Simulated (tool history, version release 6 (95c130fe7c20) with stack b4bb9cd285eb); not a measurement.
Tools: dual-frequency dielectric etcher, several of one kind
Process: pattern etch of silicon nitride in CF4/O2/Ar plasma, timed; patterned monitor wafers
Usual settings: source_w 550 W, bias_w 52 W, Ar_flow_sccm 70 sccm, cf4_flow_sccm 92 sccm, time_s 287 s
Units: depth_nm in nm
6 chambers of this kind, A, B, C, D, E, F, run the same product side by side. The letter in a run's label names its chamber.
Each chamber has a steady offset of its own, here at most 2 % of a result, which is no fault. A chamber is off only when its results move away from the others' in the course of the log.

| run | hour | source_w | bias_w | Ar_flow_sccm | cf4_flow_sccm | time_s | hours since the last wet clean | hours since the last source power generator calibration | hours since the last bias power generator calibration | hours since the last Ar flow controller change | hours since the last CF4 flow controller change | read-back reference wafer on the same gauge, depth_nm | depth_nm |
|---|---|---|---|---|---|---|---|---|---|---|---|---|---|
| 1F | 4.2 | 550 | 52 | 70 | 92 | 287 | 299.4 | 1850.2 | 1075.8 | 2069.6 | 49.7 | 637.37 | 614.87 |
| 2E | 6.9 | 550 | 52 | 70 | 92 | 287 | 70.7 | 784.9 | 1543.7 | 641.9 | 790.1 | 637.77 | 614.6 |
| 3C | 10 | 550 | 52 | 70 | 92 | 287 | 49.1 | 1448 | 91.4 | 1190.4 | 2956.9 | 637.94 | 626.71 |
| 4A | 12.8 | 550 | 52 | 70 | 92 | 287 | 240.5 | 2328.9 | 1597 | 1894.1 | 1406.6 | 638.4 | 623.19 |
| 5D | 16.2 | 550 | 52 | 70 | 92 | 287 | 190 | 1779.7 | 2716.9 | 1573.1 | 1554.7 | 638.06 | 620.88 |
| 6B | 20.9 | 550 | 52 | 70 | 92 | 287 | 286.8 | 1048.2 | 2400.5 | 3288.7 | 2857.4 | 638.37 | 608.13 |
| 7C | 23.4 | 550 | 52 | 70 | 92 | 287 | 62.5 | 1461.4 | 104.8 | 1203.8 | 2970.3 | 637.67 | 630.63 |
| 8D | 27.8 | 550 | 52 | 70 | 92 | 287 | 201.6 | 1791.3 | 2728.5 | 1584.7 | 1566.3 | 638.33 | 614.98 |
| 9B | 31.2 | 550 | 52 | 82 | 92 | 368 | 297.1 | 1058.5 | 2410.8 | 3299 | 2867.7 | 638.01 | 765.17 |
| 10F | 34.9 | 550 | 52 | 82 | 92 | 368 | 330.1 | 1880.9 | 1106.5 | 2100.3 | 80.4 | 637.6 | 771.56 |
| 11E | 39 | 550 | 52 | 82 | 92 | 368 | 102.8 | 817 | 1575.8 | 674 | 822.2 | 637.57 | 773.5 |
| 12A | 43.7 | 550 | 52 | 82 | 92 | 368 | 271.4 | 2359.8 | 1627.9 | 1925 | 1437.5 | 637.61 | 783.89 |
| 13F | 46.3 | 550 | 52 | 82 | 92 | 368 | 341.5 | 1892.3 | 1117.9 | 2111.7 | 91.8 | 638.62 | 774.2 |
| 14A | 50.6 | 550 | 52 | 82 | 92 | 368 | 278.3 | 2366.7 | 1634.8 | 1931.9 | 1444.4 | 638.22 | 792.83 |
| 15D | 52.8 | 550 | 52 | 70 | 92 | 287 | 226.6 | 1816.3 | 2753.5 | 1609.7 | 1591.3 | 638.53 | 618.03 |
| 16C | 56.6 | 550 | 52 | 70 | 92 | 287 | 95.7 | 1494.6 | 138 | 1237 | 3003.5 | 637.99 | 627.41 |
| 17B | 59.7 | 550 | 52 | 70 | 92 | 287 | 325.6 | 1087 | 2439.3 | 3327.5 | 2896.2 | 637.99 | 610.61 |
| 18E | 61.9 | 640 | 52 | 70 | 92 | 314.5 | 125.7 | 839.9 | 1598.7 | 696.9 | 845.1 | 638.47 | 771.18 |
| 19D | 66.3 | 640 | 52 | 70 | 92 | 314.5 | 240.1 | 1829.8 | 2767 | 1623.2 | 1604.8 | 638.02 | 774.68 |
| 20B | 69.1 | 640 | 52 | 70 | 92 | 314.5 | 335 | 1096.4 | 2448.7 | 3336.9 | 2905.6 | 638.5 | 763.5 |
| 21A | 72 | 640 | 52 | 70 | 92 | 314.5 | 299.7 | 2388.1 | 1656.2 | 1953.3 | 1465.8 | 638.45 | 793.34 |
| 22C | 74.5 | 640 | 52 | 70 | 92 | 314.5 | 113.6 | 1512.5 | 155.9 | 1254.9 | 3021.4 | 637.73 | 781.04 |
| 23F | 77 | 640 | 52 | 70 | 92 | 314.5 | 372.2 | 1923 | 1148.6 | 2142.4 | 122.5 | 637.89 | 766.56 |
| 24E | 80.9 | 550 | 52 | 70 | 92 | 287 | 144.7 | 858.9 | 1617.7 | 715.9 | 864.1 | 638 | 621.58 |
| 25A | 85.1 | 550 | 52 | 70 | 92 | 287 | 312.8 | 2401.2 | 1669.3 | 1966.4 | 1478.9 | 637.16 | 633.01 |
| 26B | 87.2 | 550 | 52 | 70 | 92 | 287 | 353.1 | 1114.5 | 2466.8 | 3355 | 2923.7 | 637.35 | 609.39 |
| 27C | 90.6 | 550 | 44 | 70 | 92 | 333.5 | 129.7 | 1528.6 | 172 | 1271 | 3037.5 | 638.16 | 685.18 |
| 28D | 92.9 | 550 | 44 | 70 | 92 | 333.5 | 266.7 | 1856.4 | 2793.6 | 1649.8 | 1631.4 | 638 | 678.5 |
| 29F | 97.7 | 550 | 44 | 70 | 92 | 333.5 | 392.9 | 1943.7 | 1169.3 | 2163.1 | 143.2 | 638.21 | 673.16 |
| 30E | 101.8 | 550 | 44 | 70 | 92 | 333.5 | 165.6 | 879.8 | 1638.6 | 736.8 | 885 | 637.48 | 673.28 |
| 31A | 105.1 | 550 | 44 | 70 | 92 | 333.5 | 332.8 | 2421.2 | 1689.3 | 1986.4 | 1498.9 | 637.96 | 696.67 |
| 32F | 108.9 | 550 | 44 | 70 | 92 | 333.5 | 404.1 | 1954.9 | 1180.5 | 2174.3 | 154.4 | 638.61 | 667.79 |
| 33D | 113 | 550 | 43 | 70 | 92 | 287 | 286.8 | 1876.5 | 2813.7 | 1669.9 | 1651.5 | 637.97 | 580.8 |
| 34C | 115.8 | 550 | 43 | 70 | 92 | 287 | 154.9 | 1553.8 | 197.2 | 1296.2 | 3062.7 | 637.99 | 582.56 |
| 35E | 119.9 | 550 | 43 | 70 | 92 | 287 | 183.7 | 897.9 | 1656.7 | 754.9 | 903.1 | 637.99 | 574.26 |
| 36B | 123.7 | 550 | 43 | 70 | 92 | 287 | 389.6 | 1151 | 2503.3 | 3391.5 | 2960.2 | 638.49 | 573.28 |
| 37F | 128.1 | 550 | 43 | 70 | 92 | 287 | 423.3 | 1974.1 | 1199.7 | 2193.5 | 173.6 | 637.99 | 570.34 |
| 38D | 132.3 | 550 | 43 | 70 | 92 | 287 | 306.1 | 1895.8 | 2833 | 1689.2 | 1670.8 | 638.19 | 580.44 |
| 39A | 136 | 550 | 52 | 70 | 92 | 287 | 363.7 | 2452.1 | 1720.2 | 2017.3 | 1529.8 | 637.26 | 639.69 |
| 40B | 138.9 | 550 | 52 | 70 | 92 | 287 | 404.8 | 1166.2 | 2518.5 | 3406.7 | 2975.4 | 638.4 | 613.52 |
| 41E | 141.4 | 550 | 52 | 70 | 92 | 287 | 205.2 | 919.4 | 1678.2 | 776.4 | 924.6 | 638.28 | 616.9 |
| 42C | 146.3 | 550 | 52 | 70 | 92 | 287 | 185.4 | 1584.3 | 227.7 | 1326.7 | 3093.2 | 638.34 | 623.5 |
| 43F | 148.8 | 550 | 52 | 70 | 92 | 287 | 444 | 1994.8 | 1220.4 | 2214.2 | 194.3 | 637.66 | 611.83 |

What goes on in this fleet: one chamber off, a drifting gauge, or nothing beyond the chambers' own small offsets? Name the chamber and the cause, if any.

Chamber A drifts away from the others.
Cause: etch rate over this chamber's usual, % = 3.53.
The log may not tell that from: source power that arrives over what is set, %.

Here are 4 candidates for chamber A's next run, each the usual settings with a change, their results left as question marks. Which one brings its results back in line with what the others give on the usual settings?
In line means no further than this from the other chambers' mean on the usual settings: depth_nm 8.8 nm
| 44A-1 | 152.3 | 560 | 52 | 70 | 92 | 294 |  |  |  |  |  |  | ? |
| 44A-2 | 152.3 | 540 | 52 | 70 | 92 | 280 |  |  |  |  |  |  | ? |
| 44A-3 | 152.3 | 550 | 52 | 70 | 92 | 290 |  |  |  |  |  |  | ? |
| 44A-4 | 152.3 | 540 | 52 | 70 | 92 | 287 |  |  |  |  |  |  | ? |

The other chambers' mean on the usual settings: depth_nm 617.78 nm
| run | depth_nm |
|---|---|
| 44A-1 | 669.47 |
| 44A-2 | 617.65 |
| 44A-3 | 650.04 |
| 44A-4 | 633.09 |
44A-2 brings the chamber back in line.

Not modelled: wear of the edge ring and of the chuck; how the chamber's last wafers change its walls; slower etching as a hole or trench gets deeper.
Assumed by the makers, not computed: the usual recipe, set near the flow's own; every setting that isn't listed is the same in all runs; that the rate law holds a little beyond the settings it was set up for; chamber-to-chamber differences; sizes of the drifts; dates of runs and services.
